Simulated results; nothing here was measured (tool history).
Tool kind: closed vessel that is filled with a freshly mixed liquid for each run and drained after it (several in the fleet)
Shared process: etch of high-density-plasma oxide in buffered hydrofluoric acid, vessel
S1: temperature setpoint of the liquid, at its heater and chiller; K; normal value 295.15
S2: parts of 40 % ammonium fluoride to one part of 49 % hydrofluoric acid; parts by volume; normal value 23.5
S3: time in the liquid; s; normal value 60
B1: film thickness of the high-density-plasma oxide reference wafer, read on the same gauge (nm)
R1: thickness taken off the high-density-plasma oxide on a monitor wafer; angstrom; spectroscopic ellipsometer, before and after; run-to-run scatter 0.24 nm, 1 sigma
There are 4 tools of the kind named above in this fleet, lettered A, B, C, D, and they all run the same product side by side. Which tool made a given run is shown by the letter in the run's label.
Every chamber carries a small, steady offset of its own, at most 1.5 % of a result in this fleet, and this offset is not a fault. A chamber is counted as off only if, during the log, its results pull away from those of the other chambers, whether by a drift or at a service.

run   hour      S1    S2  S3      B1      R1
 1C   12.7  295.15  23.5  60     100  304.26
 2B     23  295.15  23.5  60  99.968  302.89
 3A   33.1  295.15  23.5  60  100.01  303.69
 4D   49.3  295.15  23.5  60  100.04  305.08
 5B   61.4  295.15  23.5  60   99.98  302.45
 6C   71.2  295.15    17  75  99.991  491.29
 7D   80.3  295.15    17  75  100.04  499.42
 8A   92.9  295.15    17  75  99.961  503.18
 9D  103.3  295.15    17  75  99.995  500.36
10A  119.3  295.15  23.5  60  100.03   303.1
11C  127.1  295.15  23.5  60  100.01   304.4
12B    135  291.15  23.5  95  100.01  385.24
13C  144.4  291.15  23.5  95  100.06  383.23
14B  152.6  291.15  23.5  95  100.03  379.56
15A  159.7  291.15  23.5  95  99.998  387.41
16D    168  295.15  23.5  60  99.987  307.21
17A    175  295.15  23.5  60  100.02  303.94
18B  187.5  295.15  23.5  60  100.02  300.27
19C  202.4  295.15    30  80  99.982  340.08
     208.6  -- chamber A: hydrofluoric acid flow meter replaced
20D  217.7  295.15    30  80  100.03  344.99
21A  227.6  295.15    30  80  99.988  339.46
22D    240  295.15    30  80  100.02  343.85
23B  248.1  295.15  23.5  60  99.956  302.95
24C  260.6  295.15  23.5  60  100.01  299.24
25D    275  295.15  23.5  60  100.02  310.43
26A  282.9  295.15  23.5  60  99.994  302.03
     290.7  -- chamber C: thermometer replaced
27C  293.8  295.15  23.5  60   99.98  303.27
28B  304.8  295.15  23.5  60  99.962  304.85
29C  316.2  298.15    30  60   99.99     309
30D  324.3  298.15    30  60  99.961  308.57
31B  331.8  298.15    30  60  99.989  302.84
       347  -- chamber D: thermometer replaced
32A  347.8  298.15    30  60  100.03   303.6
33B  356.9  295.15  23.5  60  100.06  301.02
34A  372.5  295.15  23.5  60  100.02  305.44
     379.7  -- chamber B: thermometer replaced
35D  384.4  295.15  23.5  60  100.02  305.26
36C  396.8  295.15  23.5  60  99.994  304.33
37B  407.3  295.15  23.5  60  100.01  299.58
38C  421.2  295.15  23.5  60  100.04  306.38

For the next run the whole fleet of 4 chambers uses the same settings. Give each chamber's results:
39A  432.8  293.15  23.5  60       ?
39B  432.8  293.15  23.5  60       ?
39C  432.8  293.15  23.5  60       ?
39D  432.8  293.15  23.5  60       ?

run      R1
39A  275.42
39B  275.27
39C  271.65
39D  278.95
